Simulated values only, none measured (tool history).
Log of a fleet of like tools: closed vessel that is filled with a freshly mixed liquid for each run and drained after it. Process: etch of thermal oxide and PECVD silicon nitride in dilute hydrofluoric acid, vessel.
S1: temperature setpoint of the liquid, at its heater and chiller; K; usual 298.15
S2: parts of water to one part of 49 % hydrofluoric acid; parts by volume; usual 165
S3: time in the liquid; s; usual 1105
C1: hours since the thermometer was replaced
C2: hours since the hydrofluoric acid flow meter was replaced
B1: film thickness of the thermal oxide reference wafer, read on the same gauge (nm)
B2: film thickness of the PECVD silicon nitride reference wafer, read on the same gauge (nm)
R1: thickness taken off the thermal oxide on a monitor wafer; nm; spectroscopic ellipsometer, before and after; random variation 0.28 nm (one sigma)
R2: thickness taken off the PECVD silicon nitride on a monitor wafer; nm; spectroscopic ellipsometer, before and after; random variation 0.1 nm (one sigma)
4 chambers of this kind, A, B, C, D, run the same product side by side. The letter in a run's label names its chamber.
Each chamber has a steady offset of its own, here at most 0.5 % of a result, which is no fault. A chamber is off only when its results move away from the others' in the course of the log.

| run | hour | S1 | S2 | S3 | C1 | C2 | B1 | B2 | R1 | R2 |
|---|---|---|---|---|---|---|---|---|---|---|
| 1D | 4.4 | 298.15 | 165 | 1105 | 573.1 | 947.6 | 80.006 | 109.96 | 29.76 | 12.282 |
| 2C | 8.3 | 298.15 | 165 | 1105 | 492.9 | 1570 | 79.99 | 110 | 30.498 | 12.227 |
| 3B | 14.9 | 298.15 | 165 | 1105 | 573.8 | 51.6 | 80.003 | 109.96 | 29.436 | 12.204 |
| 4A | 21.1 | 298.15 | 165 | 1105 | 1891.7 | 450.7 | 79.987 | 110 | 30.199 | 12.217 |
| 5C | 24.4 | 298.15 | 165 | 1105 | 509 | 1586.1 | 80.011 | 110.01 | 29.826 | 12.034 |
| 6D | 29.6 | 298.15 | 165 | 1105 | 598.3 | 972.8 | 79.997 | 110.02 | 30.318 | 12.276 |
| 7B | 36.2 | 298.15 | 165 | 1105 | 595.1 | 72.9 | 80.004 | 110 | 30.748 | 12.487 |
| 8A | 43.2 | 298.15 | 165 | 1105 | 1913.8 | 472.8 | 79.999 | 109.95 | 30.433 | 12.381 |
| 9D | 49 | 298.15 | 165 | 1105 | 617.7 | 992.2 | 80.018 | 110.02 | 30.295 | 12.159 |
| 10B | 52.4 | 294.15 | 205 | 1105 | 611.3 | 89.1 | 80.005 | 110 | 19.867 | 7.6863 |
| 11C | 57.1 | 294.15 | 205 | 1105 | 541.7 | 1618.8 | 80.009 | 109.99 | 19.678 | 7.4848 |
| 12A | 63.2 | 294.15 | 205 | 1105 | 1933.8 | 492.8 | 80.008 | 109.97 | 20.472 | 7.8022 |
| 13B | 69.6 | 294.15 | 205 | 1105 | 628.5 | 106.3 | 80.002 | 110.01 | 19.657 | 7.7171 |
| 14A | 75.7 | 298.15 | 165 | 1105 | 1946.3 | 505.3 | 79.996 | 109.99 | 30.924 | 12.452 |
| 15D | 81.8 | 298.15 | 165 | 1105 | 650.5 | 1025 | 80.004 | 109.99 | 30.16 | 12.116 |
| 16C | 89.3 | 298.15 | 165 | 1105 | 573.9 | 1651 | 80.006 | 109.97 | 29.774 | 12.011 |
| 17B | 94.4 | 298.15 | 165 | 1105 | 653.3 | 131.1 | 80.002 | 110 | 30.556 | 12.225 |
| 18C | 98.2 | 298.15 | 165 | 1105 | 582.8 | 1659.9 | 80.001 | 109.99 | 30.4 | 12.064 |
| 19A | 102.1 | 298.15 | 165 | 1105 | 1972.7 | 531.7 | 80.018 | 110 | 31.587 | 12.776 |
| 20D | 107.7 | 298.15 | 165 | 1105 | 676.4 | 1050.9 | 79.979 | 109.98 | 29.859 | 12.337 |
| 21B | 114.5 | 298.15 | 165 | 1105 | 673.4 | 151.2 | 79.985 | 109.99 | 29.659 | 12.297 |
|  | 114.7 | chamber C: thermometer replaced |
| 22A | 121 | 298.15 | 165 | 1105 | 1991.6 | 550.6 | 80.021 | 110.03 | 31.38 | 12.702 |
| 23D | 127.8 | 298.15 | 165 | 1105 | 696.5 | 1071 | 80.005 | 110 | 29.841 | 12.251 |
| 24C | 134.1 | 295.15 | 165 | 700 | 19.4 | 1695.8 | 80.001 | 110 | 16.771 | 6.3904 |
| 25C | 138.7 | 295.15 | 165 | 700 | 24 | 1700.4 | 79.987 | 109.98 | 16.963 | 6.3015 |
| 26D | 143.3 | 295.15 | 165 | 700 | 712 | 1086.5 | 80 | 110.01 | 16.994 | 6.346 |
| 27A | 148.4 | 295.15 | 165 | 700 | 2019 | 578 | 80.001 | 110 | 17.902 | 6.6708 |
| 28B | 156 | 298.15 | 165 | 1105 | 714.9 | 192.7 | 80.007 | 109.99 | 30.232 | 12.374 |
| 29A | 162.5 | 298.15 | 165 | 1105 | 2033.1 | 592.1 | 80.004 | 109.99 | 32.025 | 12.858 |
| 30B | 167.7 | 298.15 | 165 | 1105 | 726.6 | 204.4 | 79.986 | 110.05 | 29.687 | 12.178 |
|  | 168 | chamber D: thermometer replaced |
| 31D | 174.6 | 298.15 | 165 | 1105 | 6.6 | 1117.8 | 80.018 | 109.99 | 30.15 | 12.255 |

Is one chamber off against the others, does the gauge drift, or is nothing wrong? If a chamber is off, say which, and what the likeliest cause is.

Chamber A drifts away from the others.
Cause: hydrofluoric acid flow above the setpoint (%) = 5.75.

Here are 4 candidates for chamber A's next run, each the usual settings with a change, their results left as question marks. Which one brings its results back in line with what the others give on the usual settings?
In line means no further than this from the other chambers' mean on the usual settings: R1 0.98 nm; R2 0.35 nm
| 32A-1 | 180 | 298.15 | 165 | 1110 |  |  |  |  | ? | ? |
| 32A-2 | 180 | 298.15 | 160 | 1140 |  |  |  |  | ? | ? |
| 32A-3 | 180 | 298.15 | 165 | 1100 |  |  |  |  | ? | ? |
| 32A-4 | 180 | 298.15 | 170 | 1070 |  |  |  |  | ? | ? |

The other chambers' mean on the usual settings: R1 30.109 nm; R2 12.239 nm
| run | R1 | R2 |
|---|---|---|
| 32A-1 | 32.502 | 13.06 |
| 32A-2 | 34.633 | 13.836 |
| 32A-3 | 32.21 | 12.943 |
| 32A-4 | 30.228 | 12.216 |
32A-4 brings the chamber back in line.

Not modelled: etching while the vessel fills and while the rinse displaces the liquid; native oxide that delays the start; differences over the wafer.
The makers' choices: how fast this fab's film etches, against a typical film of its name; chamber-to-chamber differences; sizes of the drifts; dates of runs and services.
